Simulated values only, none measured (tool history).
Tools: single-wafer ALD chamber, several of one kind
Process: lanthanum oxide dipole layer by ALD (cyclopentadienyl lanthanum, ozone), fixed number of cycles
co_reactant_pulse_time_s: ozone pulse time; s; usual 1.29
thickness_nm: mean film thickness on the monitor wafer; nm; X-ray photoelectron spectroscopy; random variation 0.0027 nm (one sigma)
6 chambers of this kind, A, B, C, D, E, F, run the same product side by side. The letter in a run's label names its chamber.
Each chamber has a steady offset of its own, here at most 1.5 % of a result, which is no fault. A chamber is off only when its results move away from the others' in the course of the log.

run,hour,co_reactant_pulse_time_s,hours since the last thermocouple change,hours since the last ozone generator service,"read-back reference wafer on the same gauge, thickness_nm",thickness_nm
1F,6.7,1.29,499.8,1040.9,0.44044,0.52521
2D,16.4,1.29,1216.6,445.6,0.44092,0.54143
# hour 19.9: chamber F: ozone generator serviced
3C,27.2,1.29,861.1,183.0,0.44133,0.52907
4E,33.4,1.29,837.0,56.6,0.44074,0.52884
5B,41.1,1.29,344.7,605.5,0.44076,0.53474
6A,50.6,1.29,851.8,249.0,0.44098,0.53266
7A,59.4,1.29,860.6,257.8,0.44076,0.53475
8E,70.5,1.29,874.1,93.7,0.44165,0.52724
9B,80.2,1.29,383.8,644.6,0.44132,0.52999
10C,90.6,1.29,924.5,246.4,0.44046,0.53265
11D,95.9,1.29,1296.1,525.1,0.44117,0.53960
12F,104.7,1.58,597.8,84.8,0.44113,0.54776
13C,111.8,1.58,945.7,267.6,0.44104,0.55456
# hour 111.9: chamber D: thermocouple changed; heater temperature recalibrated
14D,117.8,1.58,6.0,547.0,0.44042,0.55786
# hour 124.8: chamber E: thermocouple changed; heater temperature recalibrated
15E,124.8,1.58,0.1,148.0,0.44099,0.54437
16A,131.2,1.58,932.4,329.6,0.44140,0.55634
17B,138.2,1.58,441.8,702.6,0.44069,0.54792
18F,147.8,1.14,640.9,127.9,0.44091,0.51202
19C,153.9,1.14,987.8,309.7,0.44117,0.52133
20A,162.2,1.14,963.4,360.6,0.44097,0.51943
21E,170.8,1.14,46.1,194.0,0.44102,0.51555
22D,182.2,1.14,70.4,611.4,0.44073,0.52285
23B,193.1,1.14,496.7,757.5,0.44033,0.51504
24F,200.4,1.29,693.5,180.5,0.44122,0.52467
25B,210.4,1.59,514.0,774.8,0.44061,0.54891
26C,217.5,1.59,1051.4,373.3,0.44100,0.55691
27E,224.7,1.59,100.0,247.9,0.44108,0.55692
28D,232.8,1.59,121.0,662.0,0.44132,0.55898
29F,238.1,1.59,731.2,218.2,0.44046,0.54682
30A,246.9,1.59,1048.1,445.3,0.44136,0.55816
31E,252.8,1.29,128.1,276.0,0.44100,0.52901
32A,258.6,1.29,1059.8,457.0,0.44182,0.53540
33C,269.7,1.29,1103.6,425.5,0.44085,0.53378
34B,277.2,1.29,580.8,841.6,0.44067,0.53356
35D,288.0,1.29,176.2,717.2,0.44061,0.54318
36F,297.5,1.29,790.6,277.6,0.44021,0.52589
37E,309.1,1.29,184.4,332.3,0.44125,0.52740

What goes on in this fleet: one chamber off, a drifting gauge, or nothing beyond the chambers' own small offsets? Name the chamber and the cause, if any.

No chamber stands off beyond its own small offset, and the gauge holds steady.

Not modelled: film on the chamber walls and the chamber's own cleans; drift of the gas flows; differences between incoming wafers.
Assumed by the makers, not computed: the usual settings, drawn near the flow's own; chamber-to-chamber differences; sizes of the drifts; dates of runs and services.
